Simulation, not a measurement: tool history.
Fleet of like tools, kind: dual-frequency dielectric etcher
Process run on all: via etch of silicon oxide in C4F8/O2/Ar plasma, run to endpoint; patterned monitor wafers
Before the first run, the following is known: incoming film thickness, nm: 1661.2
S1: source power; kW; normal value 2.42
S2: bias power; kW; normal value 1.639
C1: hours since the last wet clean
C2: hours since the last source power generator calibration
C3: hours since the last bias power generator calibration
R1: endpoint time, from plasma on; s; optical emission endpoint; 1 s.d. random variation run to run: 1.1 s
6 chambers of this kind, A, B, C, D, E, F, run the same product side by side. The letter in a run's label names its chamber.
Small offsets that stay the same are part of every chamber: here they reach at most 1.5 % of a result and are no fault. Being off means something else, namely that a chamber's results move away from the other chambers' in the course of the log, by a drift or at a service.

run,hour,S1,S2,C1,C2,C3,R1
1F,5.4,2.42,1.639,486.4,2012.6,891.2,318.87
2D,10.1,2.42,1.639,119.9,163.7,3080,323.11
3B,16.7,2.42,1.639,384,1215.6,67.6,325.51
4C,23.5,2.42,1.639,295.5,1713.9,1714.8,324.47
5E,27.4,2.42,1.639,103,2216.2,1166.9,324
6A,31.6,2.42,1.639,455.4,184.6,1524.6,319.78
7F,37.2,2.42,1.639,518.2,2044.4,923,318.26
8E,43.2,2.42,1.639,118.8,2232,1182.7,324.75
9D,50.8,2.42,1.639,160.6,204.4,3120.7,324.15
10C,56.8,2.99,1.406,328.8,1747.2,1748.1,309.53
11A,60.9,2.99,1.406,484.7,213.9,1553.9,305.85
12B,67.3,2.99,1.406,434.6,1266.2,118.2,308.86
13F,75.1,2.99,1.406,556.1,2082.3,960.9,304.26
14D,81.4,2.99,1.406,191.2,235,3151.3,310.38
# hour 85.6: chamber B: wet clean of the chamber
15B,89.4,2.99,1.406,3.8,1288.3,140.3,307.66
# hour 92: chamber C: wet clean of the chamber
16E,96.9,2.42,1.639,172.5,2285.7,1236.4,323.19
17C,101.7,2.72,1.375,9.7,1792.1,1793,324.21
18A,106.6,2.72,1.375,530.4,259.6,1599.6,319.92
19C,113.4,2.72,1.375,21.4,1803.8,1804.7,324.34
# hour 115.1: chamber A: wet clean of the chamber
20A,118.9,2.72,1.375,3.9,271.9,1611.9,311.91
21F,123.7,2.72,1.375,604.7,2130.9,1009.5,317.21
22D,129.5,2.72,1.375,239.3,283.1,3199.4,324.19
# hour 130.3: chamber F: wet clean of the chamber
23B,137.6,2.42,1.639,52,1336.5,188.5,322.96
24E,145.1,2.42,1.639,220.7,2333.9,1284.6,323.8
25F,150.6,2.42,1.639,20.4,2157.8,1036.4,317.31
26B,157.6,2.42,1.95,72,1356.5,208.5,306.63
27D,161.5,2.42,1.95,271.3,315.1,3231.4,310.01
28E,167,2.42,1.95,242.6,2355.8,1306.5,306.85
29A,174.4,2.42,1.95,59.4,327.4,1667.4,296.32
30C,182.2,2.42,1.95,90.2,1872.6,1873.5,310.71
31C,185.8,2.42,1.95,93.8,1876.2,1877.1,309.95
32A,193.3,1.94,1.639,78.3,346.3,1686.3,342.39
33D,197.9,1.94,1.639,307.7,351.5,3267.8,354.69
34B,204.4,1.94,1.639,118.8,1403.3,255.3,353.27
35F,212.4,1.94,1.639,82.2,2219.6,1098.2,348.25
36E,218,1.94,1.639,293.6,2406.8,1357.5,354.4
37F,223.2,1.94,1.639,93,2230.4,1109,349
38E,227,2.42,1.35,302.6,2415.8,1366.5,340.35
39C,233.6,2.42,1.35,141.6,1924,1924.9,340.49
40B,240.3,2.42,1.35,154.7,1439.2,291.2,338.59
41A,248.3,2.42,1.35,133.3,401.3,1741.3,326.83
42D,255.9,2.42,1.35,365.7,409.5,3325.8,342.58
43B,260.6,2.42,1.35,175,1459.5,311.5,340.11
44F,265,2.42,1.639,134.8,2272.2,1150.8,316.64

For the next run the whole fleet of 6 chambers uses the same settings. Give each chamber's results:
45A,270.9,2.69,1.639,,,,?
45B,270.9,2.69,1.639,,,,?
45C,270.9,2.69,1.639,,,,?
45D,270.9,2.69,1.639,,,,?
45E,270.9,2.69,1.639,,,,?
45F,270.9,2.69,1.639,,,,?

run,R1
45A,297.42
45B,310.61
45C,311.93
45D,310.93
45E,308.88
45F,304.88
